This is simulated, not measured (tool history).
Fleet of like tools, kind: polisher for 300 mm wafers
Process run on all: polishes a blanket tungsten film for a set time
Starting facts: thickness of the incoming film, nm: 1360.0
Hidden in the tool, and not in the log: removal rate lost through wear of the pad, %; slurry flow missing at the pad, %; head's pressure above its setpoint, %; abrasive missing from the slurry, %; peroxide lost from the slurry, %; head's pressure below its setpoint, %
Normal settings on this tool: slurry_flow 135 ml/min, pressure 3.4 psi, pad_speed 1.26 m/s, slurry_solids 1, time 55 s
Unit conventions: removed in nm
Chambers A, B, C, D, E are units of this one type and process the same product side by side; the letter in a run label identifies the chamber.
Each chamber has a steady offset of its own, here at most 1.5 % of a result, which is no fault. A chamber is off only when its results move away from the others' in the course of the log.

| run | hour | slurry_flow | pressure | pad_speed | slurry_solids | time | wafers polished on this pad | hours since the slurry nozzle was cleaned | hours since the head pressure was calibrated | hours since the slurry blender was calibrated | hours since the slurry got fresh peroxide | removed |
|---|---|---|---|---|---|---|---|---|---|---|---|---|
| 1B | 5.8 | 135 | 3.4 | 1.26 | 1 | 55 | 364 | 511.6 | 324 | 122.9 | 32.8 | 292.76 |
|  | 6.3 | chamber B: head pressure recalibrated |
| 2D | 13.3 | 135 | 3.4 | 1.26 | 1 | 55 | 163 | 226.6 | 127.6 | 166.5 | 68.1 | 294.84 |
|  | 16.2 | chamber E: slurry tank refilled with fresh slurry and peroxide |
| 3A | 21.8 | 135 | 3.4 | 1.26 | 1 | 55 | 457 | 121.9 | 179.7 | 97.7 | 23.5 | 288.92 |
|  | 26.6 | chamber C: slurry tank refilled with fresh slurry and peroxide |
| 4E | 31.4 | 135 | 3.4 | 1.26 | 1 | 55 | 609 | 202.8 | 773.5 | 272.6 | 15.3 | 286.84 |
|  | 31.7 | chamber C: slurry nozzle cleaned |
|  | 37.9 | chamber E: worn pad replaced by a new one |
| 5C | 44 | 135 | 3.4 | 1.26 | 1 | 55 | 1229 | 12.3 | 177.4 | 408.1 | 17.5 | 297.49 |
| 6D | 50.9 | 135 | 3.4 | 1.26 | 1 | 55 | 543 | 264.2 | 165.2 | 204.1 | 105.7 | 293.43 |
|  | 53.2 | chamber B: worn pad replaced by a new one |
|  | 58.5 | chamber A: worn pad replaced by a new one |
| 7B | 60.2 | 135 | 3.4 | 1.26 | 1 | 55 | 71 | 566 | 53.9 | 177.3 | 87.2 | 282.26 |
|  | 66.9 | chamber B: slurry tank refilled with fresh slurry and peroxide |
| 8C | 70.6 | 135 | 3.4 | 1.26 | 1 | 55 | 1498 | 38.9 | 204 | 434.7 | 44.1 | 294.21 |
|  | 74.6 | chamber C: worn pad replaced by a new one |
|  | 76.5 | chamber A: slurry tank refilled with fresh slurry and peroxide |
| 9E | 81.8 | 135 | 3.4 | 1.26 | 1 | 55 | 443 | 253.2 | 823.9 | 323 | 65.7 | 285.93 |
| 10A | 88 | 135 | 3.4 | 1.26 | 1 | 55 | 298 | 188.1 | 245.9 | 163.9 | 11.6 | 291.42 |
|  | 96 | chamber D: slurry blender recalibrated |
|  | 98 | chamber C: slurry blender recalibrated |
| 11E | 100.6 | 135 | 3.4 | 1.26 | 1 | 55 | 632 | 272 | 842.7 | 341.8 | 84.5 | 284.29 |
|  | 102.2 | chamber E: worn pad replaced by a new one |
|  | 109 | chamber E: slurry nozzle cleaned |
| 12D | 111 | 135 | 3.4 | 1.26 | 1 | 55 | 1149 | 324.3 | 225.3 | 15.1 | 165.8 | 284.36 |
|  | 111.7 | chamber B: slurry blender recalibrated |
| 13C | 120.4 | 135 | 3.4 | 1.26 | 1 | 55 | 462 | 88.7 | 253.8 | 22.5 | 93.9 | 286.36 |
| 14B | 130.3 | 135 | 3.4 | 1.26 | 1 | 55 | 778 | 636.1 | 124 | 18.7 | 63.4 | 289.89 |
|  | 134.4 | chamber B: worn pad replaced by a new one |
|  | 140.3 | chamber A: slurry tank refilled with fresh slurry and peroxide |
|  | 140.5 | chamber D: worn pad replaced by a new one |
|  | 140.8 | chamber E: head pressure recalibrated |
| 15A | 142.8 | 135 | 3.4 | 1.26 | 1 | 55 | 851 | 242.9 | 300.7 | 218.7 | 2.5 | 284.92 |
|  | 143.1 | chamber A: worn pad replaced by a new one |
|  | 152.3 | chamber B: slurry tank refilled with fresh slurry and peroxide |
|  | 152.3 | chamber C: slurry tank refilled with fresh slurry and peroxide |
| 16D | 155.8 | 135 | 3.4 | 1.26 | 1 | 55 | 155 | 369.1 | 270.1 | 59.9 | 210.6 | 286.98 |
| 17A | 163 | 135 | 3.4 | 1.26 | 1 | 55 | 201 | 263.1 | 320.9 | 238.9 | 22.7 | 288.26 |
| 18E | 170.1 | 135 | 2.6 | 1.26 | 1 | 69 | 686 | 61.2 | 29.3 | 411.3 | 154 | 282.31 |
|  | 170.8 | chamber E: worn pad replaced by a new one |
| 19B | 176.4 | 135 | 2.6 | 1.26 | 1 | 69 | 424 | 682.2 | 170.1 | 64.8 | 24.2 | 278.07 |
|  | 176.5 | chamber E: slurry tank refilled with fresh slurry and peroxide |
| 20C | 182.1 | 135 | 2.6 | 1.26 | 1 | 69 | 1085 | 150.4 | 315.5 | 84.2 | 29.9 | 283.32 |
| 21A | 190.1 | 135 | 2.6 | 1.26 | 1 | 69 | 474 | 290.2 | 348 | 266 | 49.8 | 283.25 |
| 22E | 201.9 | 135 | 2.6 | 1.26 | 1 | 69 | 314 | 93 | 61.1 | 443.1 | 25.5 | 277.18 |
|  | 203 | chamber B: worn pad replaced by a new one |
|  | 205 | chamber A: slurry tank refilled with fresh slurry and peroxide |
|  | 210 | chamber C: worn pad replaced by a new one |
| 23D | 211.4 | 135 | 3.4 | 1.26 | 1 | 55 | 716 | 424.7 | 325.7 | 115.5 | 266.2 | 283 |
| 24B | 221.1 | 135 | 2.9 | 1.26 | 1 | 55 | 183 | 726.9 | 214.8 | 109.5 | 68.9 | 245.02 |
| 25C | 228.2 | 135 | 2.9 | 1.26 | 1 | 55 | 183 | 196.5 | 361.6 | 130.3 | 76 | 246.75 |
|  | 229.1 | chamber A: worn pad replaced by a new one |
|  | 231.6 | chamber A: slurry blender recalibrated |
|  | 238.8 | chamber B: slurry tank refilled with fresh slurry and peroxide |
| 26D | 238.9 | 135 | 2.9 | 1.26 | 1 | 55 | 993 | 452.2 | 353.2 | 143 | 293.7 | 240.19 |
| 27E | 246.9 | 135 | 2.9 | 1.26 | 1 | 55 | 768 | 138 | 106.1 | 488.1 | 70.5 | 250.45 |
|  | 255.8 | chamber E: worn pad replaced by a new one |
|  | 258.1 | chamber E: slurry blender recalibrated |
| 28C | 259.3 | 135 | 2.9 | 1.26 | 1 | 55 | 497 | 227.6 | 392.7 | 161.4 | 107.1 | 248.16 |
| 29B | 268.9 | 135 | 3.4 | 1.26 | 1 | 55 | 665 | 774.7 | 262.6 | 157.3 | 30.2 | 289.47 |
|  | 273.7 | chamber A: slurry tank refilled with fresh slurry and peroxide |
| 30A | 274.9 | 135 | 3.4 | 1.26 | 1 | 55 | 463 | 375 | 432.8 | 43.3 | 1.2 | 292.04 |
|  | 275.6 | chamber B: worn pad replaced by a new one |
| 31A | 280.6 | 135 | 3.4 | 1.26 | 1 | 55 | 520 | 380.7 | 438.5 | 49 | 6.9 | 285.18 |
|  | 282.3 | chamber C: slurry tank refilled with fresh slurry and peroxide |
|  | 285.9 | chamber D: worn pad replaced by a new one |
| 32E | 287.8 | 135 | 3.4 | 1.26 | 1 | 55 | 323 | 178.9 | 147 | 29.7 | 111.4 | 289.8 |
| 33B | 298.1 | 135 | 3.4 | 1.26 | 1 | 55 | 227 | 803.9 | 291.8 | 186.5 | 59.4 | 290.85 |
| 34C | 303.8 | 135 | 3.4 | 1.26 | 1 | 55 | 946 | 272.1 | 437.2 | 205.9 | 21.5 | 292.55 |
| 35D | 311 | 135 | 3.4 | 1.26 | 1 | 55 | 254 | 524.3 | 425.3 | 215.1 | 365.8 | 270.33 |
|  | 312.6 | chamber A: worn pad replaced by a new one |
|  | 312.7 | chamber B: slurry nozzle cleaned |
|  | 319.3 | chamber E: worn pad replaced by a new one |
| 36B | 323 | 135 | 3.4 | 1.26 | 1.25 | 40 | 478 | 10.3 | 316.7 | 211.4 | 84.3 | 221.36 |
|  | 330.5 | chamber E: slurry tank refilled with fresh slurry and peroxide |
| 37A | 331.1 | 135 | 3.4 | 1.26 | 1.25 | 40 | 187 | 431.2 | 489 | 99.5 | 57.4 | 219.54 |
| 38C | 338.5 | 135 | 3.4 | 1.26 | 1.25 | 40 | 1296 | 306.8 | 471.9 | 240.6 | 56.2 | 225.92 |
|  | 338.8 | chamber E: slurry nozzle cleaned |
|  | 348.5 | chamber D: slurry blender recalibrated |
| 39E | 351.5 | 135 | 3.4 | 1.26 | 1.25 | 40 | 325 | 12.8 | 210.7 | 93.4 | 21 | 223.34 |
| 40D | 362 | 135 | 3.4 | 1.26 | 1.25 | 40 | 768 | 575.3 | 476.3 | 13.6 | 416.8 | 206.01 |
|  | 369 | chamber C: worn pad replaced by a new one |
| 41C | 372.8 | 135 | 2.6 | 1.02 | 1 | 55 | 38 | 341.1 | 506.2 | 274.9 | 90.5 | 181.04 |

Read the log: is a single chamber off, either drifting away or since a service, is the gauge that measures every chamber drifting, or is nothing wrong beyond small per-chamber offsets? Name any odd chamber and what most likely caused it.

Chamber D drifts away from the others.
Cause: peroxide lost from the slurry, % = 19.3.
It could be hard to tell apart here from: slurry flow missing at the pad, %; head's pressure below its setpoint, %.

Here are 4 candidates for chamber D's next run, each the usual settings with a change, their results left as question marks. Which one brings its results back in line with what the others give on the usual settings?
Maximum distance from the other chambers' mean on the usual settings for a result to count as in line: removed 11 nm
| 42D-1 | 382.1 | 135 | 3.5 | 1.28 | 1 | 56 |  |  |  |  |  | ? |
| 42D-2 | 382.1 | 140 | 3.9 | 1.26 | 1 | 55 |  |  |  |  |  | ? |
| 42D-3 | 382.1 | 135 | 3.3 | 1.22 | 1 | 55 |  |  |  |  |  | ? |
| 42D-4 | 382.1 | 135 | 2.9 | 1.26 | 1 | 55 |  |  |  |  |  | ? |

The other chambers' mean on the usual settings: removed 288.97 nm
| run | removed |
|---|---|
| 42D-1 | 286.31 |
| 42D-2 | 311.07 |
| 42D-3 | 252.66 |
| 42D-4 | 228.71 |
The answer is 42D-1, which returns the chamber to within the allowed miss of the others.

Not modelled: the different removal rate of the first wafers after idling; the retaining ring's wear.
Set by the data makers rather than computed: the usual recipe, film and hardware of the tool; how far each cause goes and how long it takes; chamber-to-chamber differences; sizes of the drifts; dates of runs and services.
